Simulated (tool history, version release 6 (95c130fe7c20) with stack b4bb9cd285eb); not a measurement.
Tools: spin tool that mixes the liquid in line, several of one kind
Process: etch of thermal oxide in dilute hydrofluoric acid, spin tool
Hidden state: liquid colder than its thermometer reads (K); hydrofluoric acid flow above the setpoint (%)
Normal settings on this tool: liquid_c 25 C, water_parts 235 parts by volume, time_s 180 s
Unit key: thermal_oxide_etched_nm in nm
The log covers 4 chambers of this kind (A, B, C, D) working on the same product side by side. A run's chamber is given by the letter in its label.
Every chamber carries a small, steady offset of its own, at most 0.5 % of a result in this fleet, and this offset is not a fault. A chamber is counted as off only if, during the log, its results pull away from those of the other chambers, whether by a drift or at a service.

| run | hour | liquid_c | water_parts | time_s | hours since the thermometer was replaced | hours since the hydrofluoric acid flow meter was replaced | read-back film thickness of the thermal oxide reference wafer, read on the same gauge (nm) | thermal_oxide_etched_nm |
|---|---|---|---|---|---|---|---|---|
| 1B | 5.6 | 25 | 235 | 180 | 1864.8 | 732.8 | 100.03 | 3.2549 |
| 2C | 10.1 | 25 | 235 | 180 | 2236.3 | 322.7 | 100.02 | 3.2574 |
| 3A | 14 | 25 | 235 | 180 | 256.8 | 753.4 | 100.04 | 3.2907 |
| 4D | 19.6 | 25 | 235 | 180 | 366.9 | 2344.3 | 99.998 | 3.2393 |
| 5B | 23.8 | 25 | 235 | 180 | 1883 | 751 | 99.987 | 3.2569 |
| 6A | 29 | 25 | 235 | 180 | 271.8 | 768.4 | 100.02 | 3.269 |
| 7C | 32.2 | 25 | 235 | 180 | 2258.4 | 344.8 | 100 | 3.2411 |
| 8D | 38 | 25 | 235 | 180 | 385.3 | 2362.7 | 99.969 | 3.3062 |
| 9C | 42.4 | 25 | 235 | 180 | 2268.6 | 355 | 100.01 | 3.2034 |
| 10A | 47.1 | 25 | 235 | 180 | 289.9 | 786.5 | 99.99 | 3.2491 |
| 11B | 53 | 25 | 235 | 180 | 1912.2 | 780.2 | 99.976 | 3.2837 |
| 12D | 56.2 | 25 | 235 | 180 | 403.5 | 2380.9 | 99.988 | 3.3051 |
|  | 57.9 | chamber B: thermometer replaced |
| 13C | 60.5 | 25 | 235 | 180 | 2286.7 | 373.1 | 99.99 | 3.2984 |
| 14B | 64.1 | 25 | 235 | 180 | 6.3 | 791.3 | 100 | 3.232 |
| 15D | 68.8 | 25 | 235 | 180 | 416.1 | 2393.5 | 99.984 | 3.2981 |
| 16A | 72.9 | 25 | 235 | 180 | 315.7 | 812.3 | 100.01 | 3.2768 |
| 17C | 76.2 | 25 | 235 | 180 | 2302.4 | 388.8 | 99.985 | 3.2609 |
| 18A | 80.8 | 25 | 235 | 180 | 323.6 | 820.2 | 99.971 | 3.3035 |
|  | 84 | chamber A: hydrofluoric acid flow meter replaced |
| 19B | 84.6 | 25 | 235 | 180 | 26.8 | 811.8 | 100.01 | 3.2937 |
| 20D | 87.3 | 28.5 | 150 | 180 | 434.6 | 2412 | 100.01 | 6.4246 |
| 21A | 91.2 | 28.5 | 150 | 180 | 334 | 7.2 | 99.958 | 6.4123 |
| 22D | 96.9 | 28.5 | 150 | 180 | 444.2 | 2421.6 | 100.01 | 6.3839 |
| 23C | 100.9 | 28.5 | 150 | 180 | 2327.1 | 413.5 | 100 | 6.348 |
| 24B | 106.3 | 25 | 235 | 180 | 48.5 | 833.5 | 99.985 | 3.2356 |
| 25A | 108.9 | 25 | 235 | 180 | 351.7 | 24.9 | 99.973 | 3.3141 |
| 26C | 114.1 | 25 | 235 | 180 | 2340.3 | 426.7 | 99.974 | 3.2983 |
| 27B | 117.8 | 25 | 235 | 180 | 60 | 845 | 100.01 | 3.2466 |
| 28D | 123 | 25 | 235 | 180 | 470.3 | 2447.7 | 100.05 | 3.3474 |
| 29A | 125.9 | 25 | 235 | 180 | 368.7 | 41.9 | 100.01 | 3.2678 |
| 30D | 129 | 25 | 235 | 180 | 476.3 | 2453.7 | 100.02 | 3.2774 |
| 31B | 132.1 | 25 | 235 | 180 | 74.3 | 859.3 | 99.982 | 3.2305 |
| 32C | 136.7 | 25 | 235 | 180 | 2362.9 | 449.3 | 99.988 | 3.3247 |
| 33A | 141 | 25 | 235 | 180 | 383.8 | 57 | 100.03 | 3.2291 |
| 34C | 146.3 | 25 | 235 | 180 | 2372.5 | 458.9 | 99.996 | 3.2851 |
| 35B | 150.6 | 25 | 235 | 180 | 92.8 | 877.8 | 100 | 3.2086 |
| 36D | 153.6 | 25 | 155 | 230 | 500.9 | 2478.3 | 100.02 | 6.9158 |
| 37D | 157.3 | 25 | 155 | 230 | 504.6 | 2482 | 99.968 | 6.9024 |
| 38C | 160.4 | 25 | 155 | 230 | 2386.6 | 473 | 100.01 | 6.7635 |

Does one chamber stand apart from the rest, does the shared gauge drift, or is all well apart from small per-chamber offsets? Give the chamber and the most likely cause, where there is one.

Nothing is wrong: each chamber keeps only its own small, steady offset and the gauge holds still.

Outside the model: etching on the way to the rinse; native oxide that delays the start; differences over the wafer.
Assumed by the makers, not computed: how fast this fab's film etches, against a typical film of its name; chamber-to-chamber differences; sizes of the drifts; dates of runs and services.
